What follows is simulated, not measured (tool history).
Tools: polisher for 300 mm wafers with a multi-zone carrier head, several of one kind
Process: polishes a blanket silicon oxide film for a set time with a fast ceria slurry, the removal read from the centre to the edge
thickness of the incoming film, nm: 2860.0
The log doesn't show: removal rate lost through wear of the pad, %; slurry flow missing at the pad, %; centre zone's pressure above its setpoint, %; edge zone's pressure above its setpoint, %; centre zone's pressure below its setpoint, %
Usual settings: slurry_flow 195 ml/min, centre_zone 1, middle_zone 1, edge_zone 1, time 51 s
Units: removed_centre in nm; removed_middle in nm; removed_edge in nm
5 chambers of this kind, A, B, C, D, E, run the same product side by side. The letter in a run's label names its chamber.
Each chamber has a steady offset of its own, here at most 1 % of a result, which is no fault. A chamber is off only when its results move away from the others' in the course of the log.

| run | hour | slurry_flow | centre_zone | middle_zone | edge_zone | time | wafers polished on this pad | hours since the slurry nozzle was cleaned | hours since the centre zone pressure was calibrated | hours since the edge zone pressure was calibrated | removed_centre | removed_middle | removed_edge |
|---|---|---|---|---|---|---|---|---|---|---|---|---|---|
|  | 9.8 | chamber E: worn pad replaced by a new one |
| 1A | 10.4 | 195 | 1 | 1 | 1 | 51 | 991 | 394.9 | 380 | 27.1 | 485.28 | 470.76 | 484.78 |
| 2B | 16.3 | 195 | 1 | 1 | 1 | 51 | 280 | 38 | 323.5 | 517.4 | 478.46 | 478.94 | 481.03 |
| 3D | 24.2 | 195 | 1 | 1 | 1 | 51 | 998 | 717.3 | 565.7 | 987.2 | 477.89 | 475.72 | 481 |
|  | 28.1 | chamber A: worn pad replaced by a new one |
| 4C | 31.9 | 195 | 1 | 1 | 1 | 51 | 969 | 175.5 | 430.2 | 148.5 | 478.31 | 471.36 | 471.01 |
|  | 34.3 | chamber D: worn pad replaced by a new one |
|  | 35.5 | chamber C: worn pad replaced by a new one |
|  | 36.6 | chamber B: edge zone pressure recalibrated |
| 5E | 40.2 | 195 | 1 | 1 | 1 | 51 | 405 | 550.6 | 77.2 | 187.9 | 475.42 | 484.25 | 473.31 |
|  | 49.5 | chamber B: worn pad replaced by a new one |
| 6A | 50.4 | 195 | 1 | 1 | 1 | 51 | 297 | 434.9 | 420 | 67.1 | 474.93 | 478.23 | 486.98 |
| 7E | 59.4 | 195 | 1 | 1 | 1 | 51 | 660 | 569.8 | 96.4 | 207.1 | 477.27 | 477.3 | 480.84 |
| 8C | 66.6 | 195 | 1 | 1 | 1 | 51 | 414 | 210.2 | 464.9 | 183.2 | 474.91 | 476.45 | 479.94 |
|  | 68.9 | chamber D: slurry nozzle cleaned |
| 9D | 74.3 | 195 | 1 | 1 | 1 | 51 | 531 | 5.5 | 615.8 | 1037.3 | 480.4 | 478.8 | 483.96 |
| 10B | 83.7 | 195 | 1 | 1 | 1 | 51 | 455 | 105.4 | 390.9 | 47.2 | 478.03 | 476.84 | 473.68 |
| 11B | 90.4 | 195 | 1 | 1 | 1 | 51 | 544 | 112.1 | 397.6 | 53.9 | 485.12 | 480.7 | 479.05 |
| 12D | 95.6 | 195 | 1 | 1 | 1 | 51 | 815 | 26.8 | 637.1 | 1058.6 | 473.2 | 474.45 | 482.16 |
|  | 96 | chamber C: worn pad replaced by a new one |
|  | 101.8 | chamber C: centre zone pressure recalibrated |
| 13E | 103 | 195 | 1 | 1 | 1 | 51 | 1240 | 613.4 | 140 | 250.7 | 476.09 | 479.13 | 485.84 |
|  | 103.1 | chamber B: worn pad replaced by a new one |
|  | 106.1 | chamber E: worn pad replaced by a new one |
| 14C | 112.9 | 195 | 1 | 1 | 1 | 51 | 225 | 256.5 | 11.1 | 229.5 | 472.23 | 479.86 | 466.73 |
|  | 118 | chamber A: worn pad replaced by a new one |
| 15A | 121.7 | 195 | 1 | 1 | 1 | 51 | 50 | 506.2 | 491.3 | 138.4 | 476.64 | 479.39 | 493.44 |
| 16C | 129.1 | 195 | 1 | 1 | 1 | 51 | 440 | 272.7 | 27.3 | 245.7 | 473.27 | 474.34 | 462.58 |
|  | 135.7 | chamber D: worn pad replaced by a new one |
| 17E | 138.9 | 195 | 1 | 1 | 1 | 51 | 437 | 649.3 | 175.9 | 286.6 | 469.89 | 478.23 | 476.7 |
| 18A | 145.9 | 195 | 1 | 1 | 1 | 51 | 372 | 530.4 | 515.5 | 162.6 | 473.21 | 473.54 | 484.1 |
|  | 151.4 | chamber B: worn pad replaced by a new one |
| 19D | 154.3 | 195 | 1 | 1 | 1 | 51 | 248 | 85.5 | 695.8 | 1117.3 | 471.8 | 476.03 | 475.74 |
| 20B | 159.4 | 195 | 1 | 1 | 1 | 51 | 107 | 181.1 | 466.6 | 122.9 | 487.6 | 480.33 | 482.96 |
| 21C | 167.8 | 195 | 1 | 1 | 1 | 59 | 955 | 311.4 | 66 | 284.4 | 542.23 | 550.22 | 549.64 |
|  | 172.4 | chamber A: slurry nozzle cleaned |
|  | 172.8 | chamber C: worn pad replaced by a new one |
| 22E | 175.3 | 195 | 1 | 1 | 1 | 59 | 921 | 685.7 | 212.3 | 323 | 557.43 | 552.63 | 550.07 |
|  | 181.3 | chamber B: slurry nozzle cleaned |
| 23D | 182.3 | 195 | 1 | 1 | 1 | 59 | 620 | 113.5 | 723.8 | 1145.3 | 554.68 | 544.23 | 551.44 |
|  | 187.6 | chamber E: worn pad replaced by a new one |
| 24B | 188.1 | 195 | 1 | 1 | 1 | 59 | 488 | 6.8 | 495.3 | 151.6 | 554.27 | 549.7 | 565.93 |
| 25A | 193.5 | 195 | 1 | 1 | 1 | 59 | 1005 | 21.1 | 563.1 | 210.2 | 554.85 | 550.78 | 560.36 |
|  | 197.3 | chamber A: worn pad replaced by a new one |
| 26E | 201.8 | 195 | 1 | 1 | 1 | 51 | 188 | 712.2 | 238.8 | 349.5 | 483.55 | 482.3 | 485.53 |
|  | 202.4 | chamber B: worn pad replaced by a new one |
| 27C | 208.8 | 195 | 1 | 1 | 1 | 51 | 479 | 352.4 | 107 | 325.4 | 477.37 | 474.88 | 476.33 |
| 28B | 217.2 | 195 | 1 | 1 | 1 | 51 | 198 | 35.9 | 524.4 | 180.7 | 471.17 | 477 | 481.97 |
| 29D | 224.3 | 195 | 1 | 1 | 1 | 45 | 1179 | 155.5 | 765.8 | 1187.3 | 426.37 | 413.19 | 431.35 |
|  | 224.5 | chamber D: centre zone pressure recalibrated |
| 30A | 234.9 | 195 | 1 | 1 | 1 | 45 | 501 | 62.5 | 604.5 | 251.6 | 426.06 | 418.9 | 424.43 |
|  | 242.7 | chamber D: worn pad replaced by a new one |
| 31D | 244.2 | 195 | 1 | 1 | 1 | 45 | 21 | 175.4 | 19.7 | 1207.2 | 423.2 | 416.26 | 423.37 |
|  | 245.2 | chamber C: worn pad replaced by a new one |
| 32C | 250.1 | 195 | 1 | 1 | 1 | 45 | 65 | 393.7 | 148.3 | 366.7 | 414.53 | 419.16 | 412.96 |
| 33B | 256.9 | 195 | 1 | 1 | 1 | 45 | 725 | 75.6 | 564.1 | 220.4 | 422.41 | 419.9 | 429.72 |

What goes on in this fleet: one chamber off, a drifting gauge, or nothing beyond the chambers' own small offsets? Name the chamber and the cause, if any.

No chamber stands off beyond its own small offset, and the gauge holds steady.
